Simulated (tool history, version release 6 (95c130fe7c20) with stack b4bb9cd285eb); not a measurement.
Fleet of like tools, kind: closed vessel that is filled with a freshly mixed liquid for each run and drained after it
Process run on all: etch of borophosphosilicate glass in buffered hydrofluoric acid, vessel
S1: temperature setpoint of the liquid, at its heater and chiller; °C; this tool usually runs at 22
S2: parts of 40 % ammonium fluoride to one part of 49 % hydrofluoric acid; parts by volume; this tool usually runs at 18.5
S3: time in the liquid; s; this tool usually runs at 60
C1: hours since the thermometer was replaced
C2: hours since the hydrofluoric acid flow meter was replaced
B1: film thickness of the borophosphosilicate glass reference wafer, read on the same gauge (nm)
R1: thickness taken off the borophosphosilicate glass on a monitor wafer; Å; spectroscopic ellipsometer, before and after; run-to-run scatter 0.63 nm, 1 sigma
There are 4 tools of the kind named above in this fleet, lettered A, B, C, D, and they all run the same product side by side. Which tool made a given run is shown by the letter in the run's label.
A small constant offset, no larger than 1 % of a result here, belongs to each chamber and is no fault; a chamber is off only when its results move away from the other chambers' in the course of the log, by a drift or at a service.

Run 1B, hour 5.2: usual settings; C1 631.4; C2 1241.8; B1 129.95. Result: R1 804.95 Å.
Run 2D, hour 8.7: usual settings; C1 2195.6; C2 851.5; B1 129.99. Result: R1 816.88 Å.
Run 3C, hour 13.2: usual settings; C1 1218.5; C2 1381.6; B1 130.02. Result: R1 812.86 Å.
Run 4A, hour 20.1: usual settings; C1 400.8; C2 1332; B1 129.98. Result: R1 794.17 Å.
Run 5C, hour 26.5: usual settings; C1 1231.8; C2 1394.9; B1 129.97. Result: R1 816.75 Å.
Run 6D, hour 32.7: usual settings; C1 2219.6; C2 875.5; B1 129.96. Result: R1 819.86 Å.
Run 7B, hour 36.3: usual settings but S1 25.5 °C; C1 662.5; C2 1272.9; B1 129.95. Result: R1 970.34 Å.
Run 8A, hour 42: usual settings but S1 25.5 °C; C1 422.7; C2 1353.9; B1 130.02. Result: R1 984.59 Å.
Run 9A, hour 46.9: usual settings but S1 25.5 °C; C1 427.6; C2 1358.8; B1 130.02. Result: R1 963.17 Å.
Run 10D, hour 51.2: usual settings but S1 25.5 °C; C1 2238.1; C2 894; B1 129.99. Result: R1 990.57 Å.
Run 11B, hour 54.9: usual settings; C1 681.1; C2 1291.5; B1 130.02. Result: R1 795.68 Å.
Run 12C, hour 60.8: usual settings; C1 1266.1; C2 1429.2; B1 130.01. Result: R1 798.71 Å.
Run 13B, hour 65.9: usual settings but S1 26.5 °C; C1 692.1; C2 1302.5; B1 129.98. Result: R1 1033.7 Å.
Run 14A, hour 70.8: usual settings but S1 26.5 °C; C1 451.5; C2 1382.7; B1 130. Result: R1 1032.1 Å.
Run 15C, hour 77: usual settings but S1 26.5 °C; C1 1282.3; C2 1445.4; B1 130.01. Result: R1 1024.9 Å.
Run 16D, hour 81.2: usual settings but S1 26.5 °C; C1 2268.1; C2 924; B1 129.99. Result: R1 1048.4 Å.
Run 17B, hour 86.1: usual settings but S3 75 s; C1 712.3; C2 1322.7; B1 130.03. Result: R1 1012.8 Å.
At hour 92: chamber D: hydrofluoric acid flow meter replaced.
Run 18C, hour 92.6: usual settings but S3 75 s; C1 1297.9; C2 1461; B1 130.01. Result: R1 1012.1 Å.
Run 19D, hour 98.2: usual settings but S3 75 s; C1 2285.1; C2 6.2; B1 130. Result: R1 1007.2 Å.
Run 20A, hour 105.4: usual settings but S3 75 s; C1 486.1; C2 1417.3; B1 129.98. Result: R1 1021.9 Å.
Run 21C, hour 112.8: usual settings; C1 1318.1; C2 1481.2; B1 129.98. Result: R1 811.52 Å.
Run 22A, hour 119.6: usual settings; C1 500.3; C2 1431.5; B1 129.97. Result: R1 804.46 Å.
Run 23D, hour 124.2: usual settings but S1 20.5 °C; C1 2311.1; C2 32.2; B1 129.95. Result: R1 750.83 Å.
Run 24B, hour 128: usual settings but S1 20.5 °C; C1 754.2; C2 1364.6; B1 130.02. Result: R1 758.28 Å.
Run 25C, hour 135.3: usual settings but S1 20.5 °C; C1 1340.6; C2 1503.7; B1 130. Result: R1 743.22 Å.
Run 26B, hour 140.9: usual settings but S1 20.5 °C; C1 767.1; C2 1377.5; B1 130. Result: R1 772.63 Å.
Run 27D, hour 144.7: usual settings but S3 70 s; C1 2331.6; C2 52.7; B1 130. Result: R1 960.24 Å.
Run 28A, hour 149.6: usual settings but S3 70 s; C1 530.3; C2 1461.5; B1 129.97. Result: R1 934.08 Å.
Run 29D, hour 155.2: usual settings but S3 70 s; C1 2342.1; C2 63.2; B1 130.05. Result: R1 955.89 Å.
Run 30A, hour 162.7: usual settings but S3 70 s; C1 543.4; C2 1474.6; B1 129.94. Result: R1 949.3 Å.
Run 31B, hour 168: usual settings; C1 794.2; C2 1404.6; B1 129.99. Result: R1 838.96 Å.
Run 32C, hour 174.6: usual settings; C1 1379.9; C2 1543; B1 130.01. Result: R1 801.55 Å.
Run 33C, hour 180.7: usual settings; C1 1386; C2 1549.1; B1 130.04. Result: R1 805.39 Å.
Run 34B, hour 188.5: usual settings; C1 814.7; C2 1425.1; B1 129.96. Result: R1 850.82 Å.
Run 35D, hour 192.1: usual settings but S1 20 °C, S3 40 s; C1 2379; C2 100.1; B1 130.01. Result: R1 485.72 Å.
Run 36A, hour 197.7: usual settings but S1 20 °C, S3 40 s; C1 578.4; C2 1509.6; B1 130.03. Result: R1 481.64 Å.
Run 37C, hour 202: usual settings but S1 20 °C, S3 40 s; C1 1407.3; C2 1570.4; B1 130.01. Result: R1 492.48 Å.
Run 38D, hour 207.9: usual settings but S1 20 °C, S3 40 s; C1 2394.8; C2 115.9; B1 130.04. Result: R1 484.25 Å.
Run 39B, hour 214: usual settings but S1 27 °C, S3 30 s; C1 840.2; C2 1450.6; B1 130.01. Result: R1 566.39 Å.

Read the log: is a single chamber off, either drifting away or since a service, is the gauge that measures every chamber drifting, or is nothing wrong beyond small per-chamber offsets? Name any odd chamber and what most likely caused it.

One chamber, B, drifts off from the rest bit by bit.
What lies behind it: liquid hotter than its thermometer reads (K) = 1.13.
The log may not separate it from: hydrofluoric acid flow above the setpoint (%).

Below are 4 candidate recipes for chamber B's next run, each the usual settings with a change, their results shown as question marks. Which of them brings B's results back in line with what the other chambers give on the usual settings?
In-line tolerance around the mean of the other chambers on the usual settings: R1 22 Å
Run 40B-1, hour 219.6: usual settings but S1 22.5 °C, S2 17 parts by volume. Result: R1 ?.
Run 40B-2, hour 219.6: usual settings but S2 19.5 parts by volume. Result: R1 ?.
Run 40B-3, hour 219.6: usual settings but S1 21.5 °C, S3 55 s. Result: R1 ?.
Run 40B-4, hour 219.6: usual settings but S1 22.5 °C, S2 18 parts by volume. Result: R1 ?.

Other chambers, usual settings, mean: R1 809.11 Å
  run      R1
40B-1   953.1
40B-2  809.81
40B-3  760.85
40B-4  900.94
40B-2 puts the chamber back in line with the other chambers.
